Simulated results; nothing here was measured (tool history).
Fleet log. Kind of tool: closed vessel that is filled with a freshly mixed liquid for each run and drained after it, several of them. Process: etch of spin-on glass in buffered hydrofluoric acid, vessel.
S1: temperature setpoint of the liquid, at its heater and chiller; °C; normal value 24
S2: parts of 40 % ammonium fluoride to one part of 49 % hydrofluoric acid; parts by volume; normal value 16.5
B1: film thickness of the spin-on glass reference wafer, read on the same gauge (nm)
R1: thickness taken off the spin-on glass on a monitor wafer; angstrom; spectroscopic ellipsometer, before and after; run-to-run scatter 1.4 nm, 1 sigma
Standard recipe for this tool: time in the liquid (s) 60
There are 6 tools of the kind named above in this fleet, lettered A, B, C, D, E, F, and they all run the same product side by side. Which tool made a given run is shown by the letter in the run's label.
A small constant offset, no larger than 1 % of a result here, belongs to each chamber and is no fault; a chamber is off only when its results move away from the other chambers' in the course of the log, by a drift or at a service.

Run 1E, hour 6.5: usual settings; B1 79.996. Result: R1 1471.9 angstrom.
Run 2B, hour 13: usual settings; B1 80.016. Result: R1 1461.1 angstrom.
Run 3D, hour 17.7: usual settings; B1 79.986. Result: R1 1448.9 angstrom.
Run 4F, hour 24.4: usual settings; B1 80.022. Result: R1 1449.8 angstrom.
Run 5C, hour 29.4: usual settings; B1 79.984. Result: R1 1451.6 angstrom.
Run 6A, hour 36.3: usual settings; B1 79.994. Result: R1 1452.8 angstrom.
Run 7A, hour 39.8: usual settings; B1 80.016. Result: R1 1487.8 angstrom.
Run 8E, hour 46.5: usual settings; B1 80.001. Result: R1 1463.5 angstrom.
Run 9B, hour 50.1: usual settings; B1 79.997. Result: R1 1461.4 angstrom.
Run 10D, hour 56: usual settings; B1 79.98. Result: R1 1436.8 angstrom.
Run 11F, hour 61.3: usual settings; B1 80.012. Result: R1 1467.4 angstrom.
Run 12C, hour 68.5: usual settings; B1 80.008. Result: R1 1477 angstrom.
Run 13D, hour 73.2: usual settings; B1 80.007. Result: R1 1444.8 angstrom.
Run 14B, hour 80.2: usual settings; B1 79.993. Result: R1 1449.7 angstrom.
Run 15F, hour 85: usual settings; B1 79.998. Result: R1 1434.3 angstrom.
Run 16E, hour 90.7: usual settings; B1 80.008. Result: R1 1444.1 angstrom.
Run 17A, hour 97.7: usual settings; B1 79.977. Result: R1 1476.8 angstrom.
Run 18C, hour 102.7: usual settings but S2 21 parts by volume, time in the liquid (s) 45; B1 80.011. Result: R1 885 angstrom.
Run 19F, hour 109: usual settings but S2 21 parts by volume, time in the liquid (s) 45; B1 80.014. Result: R1 871.73 angstrom.
Run 20E, hour 112.7: usual settings but S2 21 parts by volume, time in the liquid (s) 45; B1 80.003. Result: R1 872.1 angstrom.
At hour 113.6: chamber E: thermometer replaced.
Run 21A, hour 116.5: usual settings but S2 21 parts by volume, time in the liquid (s) 45; B1 79.976. Result: R1 861.19 angstrom.
Run 22B, hour 123.6: usual settings but S2 21 parts by volume, time in the liquid (s) 45; B1 79.989. Result: R1 873.55 angstrom.
Run 23C, hour 131: usual settings but S2 21 parts by volume, time in the liquid (s) 45; B1 79.995. Result: R1 875.83 angstrom.
At hour 135: chamber F: thermometer replaced.
Run 24D, hour 137.1: usual settings; B1 79.994. Result: R1 1436.2 angstrom.
Run 25D, hour 143.1: usual settings; B1 80.026. Result: R1 1436.7 angstrom.
Run 26A, hour 146.6: usual settings but S2 21 parts by volume, time in the liquid (s) 85; B1 80.026. Result: R1 1655.3 angstrom.
Run 27E, hour 153.6: usual settings but S2 21 parts by volume, time in the liquid (s) 85; B1 80.027. Result: R1 1658.5 angstrom.
Run 28C, hour 158.5: usual settings but S2 21 parts by volume, time in the liquid (s) 85; B1 79.998. Result: R1 1664.3 angstrom.
Run 29F, hour 163.4: usual settings but S2 21 parts by volume, time in the liquid (s) 85; B1 79.992. Result: R1 1628.7 angstrom.
Run 30B, hour 168.7: usual settings but S2 21 parts by volume, time in the liquid (s) 85; B1 80.015. Result: R1 1594.1 angstrom.
Run 31E, hour 174.9: usual settings but S2 21 parts by volume, time in the liquid (s) 85; B1 79.984. Result: R1 1682.5 angstrom.
Run 32D, hour 180.4: usual settings; B1 79.994. Result: R1 1463.7 angstrom.
Run 33A, hour 185.4: usual settings; B1 80.008. Result: R1 1429.4 angstrom.
Run 34F, hour 189.2: usual settings; B1 80.032. Result: R1 1480.3 angstrom.
Run 35C, hour 194.8: usual settings; B1 79.999. Result: R1 1465.3 angstrom.
Run 36B, hour 201.3: usual settings; B1 80.001. Result: R1 1385.5 angstrom.
Run 37C, hour 206.7: usual settings; B1 80.006. Result: R1 1473.1 angstrom.
Run 38A, hour 212.6: usual settings; B1 79.977. Result: R1 1476 angstrom.
Run 39E, hour 218.1: usual settings; B1 79.992. Result: R1 1480.8 angstrom.
Run 40F, hour 222.1: usual settings; B1 79.982. Result: R1 1477.8 angstrom.
Run 41D, hour 226.2: usual settings; B1 79.984. Result: R1 1457.7 angstrom.
Run 42B, hour 231.9: usual settings; B1 80.013. Result: R1 1382 angstrom.
Run 43F, hour 235.3: usual settings; B1 79.987. Result: R1 1470.2 angstrom.
Run 44E, hour 240.4: usual settings; B1 80.002. Result: R1 1463.8 angstrom.

Read the log: is a single chamber off, either drifting away or since a service, is the gauge that measures every chamber drifting, or is nothing wrong beyond small per-chamber offsets? Name any odd chamber and what most likely caused it.

One chamber, B, drifts off from the rest bit by bit.
What lies behind it: hydrofluoric acid flow below the setpoint (%) = 6.59.
The log might look much the same if the cause were instead: liquid colder than its thermometer reads (K).

Here are 4 candidates for chamber B's next run, each the usual settings with a change, their results left as question marks. Which one brings its results back in line with what the others give on the usual settings?
Allowed miss from the other chambers' usual-settings mean, per result, to count as in line: R1 50 angstrom
Run 45B-1, hour 245.7: usual settings but S1 26.5 °C. Result: R1 ?.
Run 45B-2, hour 245.7: usual settings but S1 23 °C. Result: R1 ?.
Run 45B-3, hour 245.7: usual settings but time in the liquid (s) 65. Result: R1 ?.
Run 45B-4, hour 245.7: usual settings but S2 19 parts by volume. Result: R1 ?.

The other chambers' mean on the usual settings: R1 1461.4 angstrom
  run      R1
45B-1  1562.7
45B-2  1291.6
45B-3  1478.2
45B-4  1194.3
The right change is 45B-3: it brings the chamber back within the allowed miss of the others.

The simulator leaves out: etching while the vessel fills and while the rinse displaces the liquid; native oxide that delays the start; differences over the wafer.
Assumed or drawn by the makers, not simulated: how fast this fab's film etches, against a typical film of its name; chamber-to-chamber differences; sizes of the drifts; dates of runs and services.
